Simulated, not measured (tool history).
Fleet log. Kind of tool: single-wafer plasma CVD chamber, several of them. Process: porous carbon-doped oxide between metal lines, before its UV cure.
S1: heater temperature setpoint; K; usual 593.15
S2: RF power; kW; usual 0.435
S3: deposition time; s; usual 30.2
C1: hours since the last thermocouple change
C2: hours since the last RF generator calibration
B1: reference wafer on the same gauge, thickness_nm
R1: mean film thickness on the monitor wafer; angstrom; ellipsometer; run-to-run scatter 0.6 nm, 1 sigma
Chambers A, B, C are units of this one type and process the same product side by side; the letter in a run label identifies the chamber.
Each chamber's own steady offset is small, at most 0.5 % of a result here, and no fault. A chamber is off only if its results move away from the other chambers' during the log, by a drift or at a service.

run	hour	S1	S2	S3	C1	C2	B1	R1
1B	6.9	593.15	0.435	30.2	1600.8	251.1	119.00	1328.4
2C	15.4	593.15	0.435	30.2	263.3	718.4	119.14	1324.0
3A	22.1	593.15	0.435	30.2	834.0	570.3	119.07	1321.2
4C	31.0	593.15	0.435	30.2	278.9	734.0	118.94	1326.4
5B	37.3	593.15	0.435	30.2	1631.2	281.5	119.00	1336.0
6A	45.7	593.15	0.435	30.2	857.6	593.9	118.87	1328.5
7A	55.3	587.15	0.435	24.8	867.2	603.5	118.84	1128.2
8B	64.7	587.15	0.435	24.8	1658.6	308.9	118.97	1130.0
9C	73.9	587.15	0.435	24.8	321.8	776.9	118.96	1128.8
10B	85.9	593.15	0.435	30.2	1679.8	330.1	118.89	1344.2
11C	96.6	593.15	0.435	30.2	344.5	799.6	119.07	1320.6
12A	106.0	593.15	0.435	30.2	917.9	654.2	118.99	1303.5
13A	111.7	593.15	0.435	30.2	923.6	659.9	119.07	1307.5
14C	122.5	593.15	0.435	30.2	370.4	825.5	119.01	1317.2
15B	130.8	593.15	0.435	30.2	1724.7	375.0	118.93	1333.6
16A	137.0	593.15	0.435	30.2	948.9	685.2	119.07	1315.0
17B	144.8	593.15	0.435	30.2	1738.7	389.0	119.06	1341.4
18C	150.5	593.15	0.435	30.2	398.4	853.5	118.88	1328.1
19C	158.1	593.15	0.435	30.2	406.0	861.1	119.15	1329.2
20A	168.1	593.15	0.435	30.2	980.0	716.3	119.02	1284.2
21B	180.0	593.15	0.435	30.2	1773.9	424.2	118.96	1326.7
22A	189.0	593.15	0.435	30.2	1000.9	737.2	118.97	1298.1
23B	200.2	593.15	0.435	30.2	1794.1	444.4	119.18	1322.6
24C	209.6	593.15	0.435	30.2	457.5	912.6	118.91	1319.4
25A	220.5	593.15	0.435	36.0	1032.4	768.7	118.89	1520.5
26B	232.2	593.15	0.435	36.0	1826.1	476.4	119.01	1598.3
27C	243.7	593.15	0.435	36.0	491.6	946.7	119.14	1576.4
28C	255.0	593.15	0.435	30.2	502.9	958.0	119.12	1338.5
29A	260.6	593.15	0.435	30.2	1072.5	808.8	118.98	1279.5
30B	267.4	593.15	0.435	30.2	1861.3	511.6	119.01	1344.0
31B	278.4	593.15	0.435	30.2	1872.3	522.6	119.03	1342.0
32A	288.0	593.15	0.435	30.2	1099.9	836.2	119.01	1263.9

Predict what each chamber gives when all 3 of them run the settings below next.
33A	296.6	593.15	0.435	30.2				?
33B	296.6	593.15	0.435	30.2				?
33C	296.6	593.15	0.435	30.2				?

run	R1
33A	1265.4
33B	1331.3
33C	1331.3

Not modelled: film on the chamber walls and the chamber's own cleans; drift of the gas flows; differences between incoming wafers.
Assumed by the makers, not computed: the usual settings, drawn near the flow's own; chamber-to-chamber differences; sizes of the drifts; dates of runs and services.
